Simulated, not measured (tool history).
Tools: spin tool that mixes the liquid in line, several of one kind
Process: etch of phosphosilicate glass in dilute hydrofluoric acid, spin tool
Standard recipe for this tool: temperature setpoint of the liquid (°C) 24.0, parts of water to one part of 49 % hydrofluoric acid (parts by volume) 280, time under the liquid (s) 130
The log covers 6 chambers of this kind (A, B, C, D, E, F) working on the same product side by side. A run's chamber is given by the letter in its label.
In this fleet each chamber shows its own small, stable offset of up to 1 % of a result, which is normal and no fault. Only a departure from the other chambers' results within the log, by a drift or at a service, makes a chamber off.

| run | day | temperature setpoint of the liquid (°C) | parts of water to one part of 49 % hydrofluoric acid (parts by volume) | time under the liquid (s) | read-back film thickness of the phosphosilicate glass reference wafer, read on the same gauge (nm) | thickness taken off the phosphosilicate glass on a monitor wafer (Å) |
|---|---|---|---|---|---|---|
| 1B | 0.412 | 24.0 | 280 | 130 | 139.97 | 378.29 |
| 2D | 0.679 | 24.0 | 280 | 130 | 139.99 | 389.50 |
| 3F | 1.054 | 24.0 | 280 | 130 | 139.97 | 386.00 |
| 4C | 1.379 | 24.0 | 280 | 130 | 139.98 | 388.46 |
| 5E | 1.704 | 24.0 | 280 | 130 | 139.99 | 390.13 |
| 6A | 2.058 | 24.0 | 280 | 130 | 140.00 | 389.61 |
| 7C | 2.396 | 24.0 | 280 | 130 | 139.95 | 386.64 |
| 8B | 2.754 | 24.0 | 280 | 130 | 139.97 | 388.11 |
| 9F | 3.096 | 24.0 | 280 | 130 | 139.98 | 380.25 |
| 10E | 3.362 | 24.0 | 280 | 130 | 139.98 | 387.32 |
| 11D | 3.679 | 24.0 | 280 | 130 | 140.01 | 387.20 |
| 12A | 4.050 | 28.5 | 190 | 130 | 140.03 | 736.08 |
| 13A | 4.417 | 28.5 | 190 | 130 | 139.94 | 743.57 |
| 14B | 4.775 | 28.5 | 190 | 130 | 140.03 | 725.49 |
| 15F | 5.108 | 28.5 | 190 | 130 | 140.00 | 749.42 |
|  | 5.254 | chamber D: hydrofluoric acid flow meter replaced |
| 16C | 5.388 | 28.5 | 190 | 130 | 140.00 | 738.78 |
| 17D | 5.796 | 28.5 | 190 | 130 | 140.01 | 739.32 |
| 18E | 6.021 | 24.0 | 280 | 130 | 140.01 | 390.36 |
| 19C | 6.233 | 24.0 | 280 | 130 | 139.99 | 381.82 |
| 20D | 6.596 | 24.0 | 280 | 130 | 140.01 | 383.29 |
| 21B | 6.875 | 24.0 | 280 | 130 | 140.08 | 378.63 |
| 22F | 7.308 | 24.0 | 280 | 130 | 140.00 | 388.91 |
| 23E | 7.550 | 24.0 | 280 | 130 | 140.00 | 390.65 |
| 24A | 7.796 | 24.0 | 280 | 130 | 139.96 | 376.10 |
| 25B | 8.071 | 24.0 | 280 | 130 | 139.99 | 385.24 |
| 26F | 8.500 | 24.0 | 280 | 130 | 139.99 | 387.07 |
| 27A | 8.904 | 24.0 | 370 | 130 | 139.97 | 258.98 |
| 28C | 9.171 | 24.0 | 370 | 130 | 139.99 | 269.83 |
| 29D | 9.383 | 24.0 | 370 | 130 | 140.02 | 268.71 |
| 30E | 9.725 | 24.0 | 370 | 130 | 140.01 | 275.22 |
| 31F | 10.029 | 24.0 | 370 | 130 | 140.00 | 266.92 |
| 32A | 10.279 | 24.0 | 370 | 130 | 140.02 | 255.35 |
| 33E | 10.546 | 24.0 | 280 | 130 | 139.99 | 392.44 |
|  | 10.754 | chamber C: hydrofluoric acid flow meter replaced |
| 34B | 10.758 | 25.5 | 145 | 130 | 140.01 | 878.40 |
| 35D | 11.179 | 25.5 | 145 | 130 | 140.03 | 909.81 |
| 36C | 11.592 | 25.5 | 145 | 130 | 139.98 | 901.71 |
| 37D | 11.917 | 25.5 | 145 | 130 | 139.99 | 929.86 |
| 38F | 12.188 | 25.5 | 145 | 130 | 139.99 | 914.78 |
| 39E | 12.438 | 25.5 | 145 | 130 | 139.99 | 914.96 |
| 40B | 12.808 | 24.0 | 280 | 65 | 140.00 | 190.44 |
| 41A | 13.146 | 24.0 | 280 | 65 | 140.01 | 183.81 |
| 42C | 13.558 | 24.0 | 280 | 65 | 140.00 | 193.19 |

What goes on in this fleet: one chamber off, a drifting gauge, or nothing beyond the chambers' own small offsets? Name the chamber and the cause, if any.

Little by little, chamber A moves away from the other chambers.
Likeliest cause: hydrofluoric acid flow below the setpoint (%) = 6.2.
The log may not tell that from: liquid colder than its thermometer reads (K).

Which of the 4 candidates below, each the usual settings with something changed and its results left as question marks, puts chamber A back in line with what the other chambers give on the usual settings?
Maximum distance from the other chambers' mean on the usual settings for a result to count as in line: thickness taken off the phosphosilicate glass on a monitor wafer (Å) 13.00
| 43A-1 | 13.871 | 24.0 | 280 | 140 |  | ? |
| 43A-2 | 13.871 | 24.0 | 285 | 125 |  | ? |
| 43A-3 | 13.871 | 24.0 | 265 | 140 |  | ? |
| 43A-4 | 13.871 | 24.0 | 295 | 120 |  | ? |

On the usual settings, the other chambers give on average: thickness taken off the phosphosilicate glass on a monitor wafer (Å) 386.72
| run | thickness taken off the phosphosilicate glass on a monitor wafer (Å) |
|---|---|
| 43A-1 | 391.75 |
| 43A-2 | 341.95 |
| 43A-3 | 420.15 |
| 43A-4 | 314.05 |
43A-1 brings the chamber back in line.
